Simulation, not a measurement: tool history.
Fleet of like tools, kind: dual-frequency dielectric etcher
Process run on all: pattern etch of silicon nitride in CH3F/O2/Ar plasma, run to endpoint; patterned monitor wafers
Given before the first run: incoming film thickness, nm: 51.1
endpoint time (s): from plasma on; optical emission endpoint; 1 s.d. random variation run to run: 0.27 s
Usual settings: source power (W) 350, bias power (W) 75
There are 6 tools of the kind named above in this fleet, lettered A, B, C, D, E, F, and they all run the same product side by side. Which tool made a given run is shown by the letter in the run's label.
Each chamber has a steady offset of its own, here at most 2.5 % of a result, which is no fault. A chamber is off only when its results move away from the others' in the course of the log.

run	hour	source power (W)	bias power (W)	endpoint time (s)
1D	2.3	350	75	76.477
2A	5.1	350	75	78.373
3B	7.9	350	75	77.455
4F	10.4	350	75	77.575
5E	13.0	350	75	75.620
6C	16.7	350	75	77.137
7F	18.8	350	75	76.638
8E	22.6	350	75	75.251
9B	26.1	350	75	77.826
10D	29.8	350	75	76.865
11C	32.1	350	75	76.798
12A	34.2	350	75	78.973
13A	38.5	350	75	78.970
14C	41.1	350	75	77.134
15F	43.4	350	75	77.237
16B	45.5	350	75	78.463
17D	48.8	350	75	76.989
18E	51.8	350	75	76.071
19F	56.1	350	75	76.806
20C	59.3	350	75	76.780
21D	63.6	430	69	73.561
22B	66.1	430	69	75.457
23E	68.3	430	69	71.644
24A	71.1	430	69	74.614
25A	74.4	430	69	74.825
26F	77.5	430	69	73.275
27D	79.7	350	75	77.415
28B	83.3	350	75	79.641
29C	86.5	350	75	77.028
30E	89.0	350	75	75.331
31F	92.4	270	75	84.906
32D	95.1	270	75	84.627
33B	98.1	270	75	89.329
34C	102.2	270	75	84.468
35E	106.7	270	75	83.049
36A	110.0	270	75	86.860
37C	113.9	350	75	77.069
38D	115.9	320	81	77.243

Predict what each chamber gives when all 6 of them run the settings below next.
39A	119.2	350	75	?
39B	119.2	350	75	?
39C	119.2	350	75	?
39D	119.2	350	75	?
39E	119.2	350	75	?
39F	119.2	350	75	?

run	endpoint time (s)
39A	78.190
39B	81.190
39C	76.641
39D	77.180
39E	75.618
39F	77.566
